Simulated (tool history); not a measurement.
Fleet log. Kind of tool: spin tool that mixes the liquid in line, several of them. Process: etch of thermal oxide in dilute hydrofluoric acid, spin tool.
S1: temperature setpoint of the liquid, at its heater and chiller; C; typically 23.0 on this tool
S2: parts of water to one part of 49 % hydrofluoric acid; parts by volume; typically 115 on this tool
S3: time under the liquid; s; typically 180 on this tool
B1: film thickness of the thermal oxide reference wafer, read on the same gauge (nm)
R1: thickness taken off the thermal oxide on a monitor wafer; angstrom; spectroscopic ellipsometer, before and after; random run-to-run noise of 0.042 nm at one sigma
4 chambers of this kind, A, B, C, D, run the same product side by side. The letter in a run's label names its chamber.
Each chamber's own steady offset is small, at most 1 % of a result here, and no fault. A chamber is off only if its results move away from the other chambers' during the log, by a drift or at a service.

run,hour,S1,S2,S3,B1,R1
1B,2.7,23.0,115,180,49.984,72.238
2D,6.5,23.0,115,180,49.969,72.303
3C,11.0,23.0,115,180,50.011,72.909
4A,14.1,23.0,115,180,49.982,72.064
5A,18.4,23.0,115,180,49.991,72.048
6C,22.4,23.0,115,180,49.998,72.190
7D,24.8,23.0,115,180,50.010,71.493
8B,29.4,23.0,115,180,49.963,71.604
9D,33.1,23.0,80,80,49.980,47.866
10A,36.6,23.0,80,80,49.992,47.458
11C,41.3,23.0,80,80,49.988,49.255
12B,45.7,23.0,80,80,50.037,47.626
13A,49.5,23.0,115,180,49.995,72.192
14B,52.5,23.0,115,180,49.974,71.659
15C,55.1,23.0,115,180,49.998,72.272
16D,59.5,23.0,170,180,50.031,45.243
17A,63.6,23.0,170,180,49.964,45.804
# hour 64.2: chamber D: thermometer replaced
18C,68.1,23.0,170,180,49.982,45.868
19B,71.6,23.0,170,180,50.019,45.836
20D,75.3,23.0,115,180,49.984,71.576
21D,79.6,23.0,115,180,50.004,71.693
22C,82.5,23.0,115,180,49.999,72.993
23B,85.5,23.0,115,180,49.990,71.722
24A,88.6,23.0,115,180,49.990,71.283
25B,93.1,23.0,115,180,50.008,71.364
26A,97.0,23.0,115,180,50.014,71.208
27D,101.4,23.0,115,180,49.997,71.920
28C,105.8,23.0,115,180,50.032,72.515
29C,108.6,23.0,115,180,49.990,72.287
30B,112.4,23.0,70,265,49.961,185.210
31A,116.7,23.0,70,265,50.011,182.120
32D,119.0,23.0,70,265,50.019,183.790
33D,121.1,23.0,70,265,50.021,184.120
34B,123.5,23.0,115,180,50.010,72.519
35A,127.4,23.0,115,180,50.015,71.367
36C,130.2,23.0,115,180,50.023,72.341
37C,132.8,19.5,90,180,50.004,82.688
38D,135.3,19.5,90,180,50.004,81.469
39A,139.7,19.5,90,180,50.020,81.549
40B,142.0,19.5,90,180,49.990,82.194
41D,146.0,23.0,115,180,49.998,71.054
42C,149.3,20.0,75,180,49.989,104.020

All 4 chambers run these settings next. Forecast each chamber's results:
43A,152.8,20.5,115,180,,?
43B,152.8,20.5,115,180,,?
43C,152.8,20.5,115,180,,?
43D,152.8,20.5,115,180,,?

run,R1
43A,65.316
43B,65.094
43C,65.439
43D,65.018
